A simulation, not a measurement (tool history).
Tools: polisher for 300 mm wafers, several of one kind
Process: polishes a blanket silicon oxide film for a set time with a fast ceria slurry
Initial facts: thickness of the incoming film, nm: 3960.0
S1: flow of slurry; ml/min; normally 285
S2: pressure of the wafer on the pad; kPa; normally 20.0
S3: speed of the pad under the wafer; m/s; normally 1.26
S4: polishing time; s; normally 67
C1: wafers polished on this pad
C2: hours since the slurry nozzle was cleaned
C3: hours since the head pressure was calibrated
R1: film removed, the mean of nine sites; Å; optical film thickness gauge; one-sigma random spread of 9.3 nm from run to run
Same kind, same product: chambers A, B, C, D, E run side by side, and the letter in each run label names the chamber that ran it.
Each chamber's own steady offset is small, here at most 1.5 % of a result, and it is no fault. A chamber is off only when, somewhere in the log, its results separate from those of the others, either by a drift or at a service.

run	hour	S1	S2	S3	S4	C1	C2	C3	R1
1A	9.0	285	20.0	1.26	67	642	340.6	492.6	14372
2D	18.1	285	20.0	1.26	67	919	423.7	1104.7	14302
3C	28.4	285	20.0	1.26	67	820	100.4	990.2	14146
4E	40.2	285	20.0	1.26	67	678	361.9	390.1	14160
5B	48.5	285	20.0	1.26	67	808	521.4	875.6	13999
# hour 48.7: chamber E: worn pad replaced by a new one
# hour 49.7: chamber A: worn pad replaced by a new one
# hour 50.0: chamber D: worn pad replaced by a new one
6E	57.5	285	20.0	1.26	67	105	379.2	407.4	14150
# hour 60.8: chamber C: worn pad replaced by a new one
# hour 71.4: chamber B: worn pad replaced by a new one
7C	71.8	285	20.0	1.26	67	131	143.8	1033.6	14180
8A	81.9	285	20.0	1.26	67	383	413.5	565.5	14343
9D	90.9	285	20.0	1.26	67	487	496.5	1177.5	14182
10B	102.8	285	20.0	1.26	67	374	575.7	929.9	14096
# hour 103.3: chamber D: head pressure recalibrated
11D	115.0	215	20.0	1.26	67	774	520.6	11.8	13563
# hour 115.4: chamber E: worn pad replaced by a new one
# hour 125.3: chamber C: head pressure recalibrated
12A	126.3	215	20.0	1.26	67	912	457.9	609.9	13875
13C	133.2	215	20.0	1.26	67	862	205.2	7.9	13680
14E	141.9	215	20.0	1.26	67	315	463.6	491.8	13499
# hour 145.5: chamber A: worn pad replaced by a new one
15B	149.0	215	20.0	1.26	67	924	621.9	976.1	13550
# hour 154.0: chamber B: worn pad replaced by a new one
# hour 157.8: chamber D: worn pad replaced by a new one
16D	158.4	285	20.0	1.26	67	7	564.0	55.2	14032
17B	170.9	250	20.0	1.26	67	202	643.8	998.0	13988
# hour 178.3: chamber C: worn pad replaced by a new one
18C	180.9	250	20.0	1.26	67	31	252.9	55.6	13842
# hour 189.8: chamber B: slurry nozzle cleaned
# hour 191.5: chamber E: worn pad replaced by a new one
19A	194.1	250	20.0	1.26	67	579	525.7	677.7	13961
20E	207.8	250	20.0	1.26	67	195	529.5	557.7	13361
21C	220.5	250	20.0	1.26	67	503	292.5	95.2	13910
22B	227.6	285	20.0	1.26	67	877	37.9	1054.7	14047
# hour 236.5: chamber B: worn pad replaced by a new one
23E	241.9	285	20.0	1.26	67	601	563.6	591.8	13566
# hour 249.4: chamber A: worn pad replaced by a new one
24D	256.3	285	20.0	1.26	67	1173	661.9	153.1	14106
# hour 257.8: chamber D: worn pad replaced by a new one
# hour 260.9: chamber A: head pressure recalibrated
# hour 260.9: chamber E: worn pad replaced by a new one
25A	270.4	285	20.0	1.26	67	251	602.0	9.5	14549
26E	278.9	285	20.0	1.26	67	214	600.6	628.8	13628
# hour 288.5: chamber C: worn pad replaced by a new one
27A	291.2	285	20.0	1.26	67	498	622.8	30.3	14454
# hour 296.3: chamber D: slurry nozzle cleaned
28C	300.1	285	20.0	1.26	67	138	372.1	174.8	14023
29D	309.8	285	20.0	1.26	67	620	13.6	206.6	13962
30B	317.1	285	20.0	1.26	67	960	127.4	1144.2	13988
# hour 325.7: chamber C: slurry nozzle cleaned
31A	328.2	285	20.0	1.26	87	939	659.8	67.3	18714
32C	340.4	285	20.0	1.26	87	618	14.8	215.1	18323

For the next run the whole fleet of 5 chambers uses the same settings. Give each chamber's results:
33A	350.7	285	20.0	1.26	59				?
33B	350.7	285	20.0	1.26	59				?
33C	350.7	285	20.0	1.26	59				?
33D	350.7	285	20.0	1.26	59				?
33E	350.7	285	20.0	1.26	59				?

run	R1
33A	12556
33B	12137
33C	12133
33D	12436
33E	11780
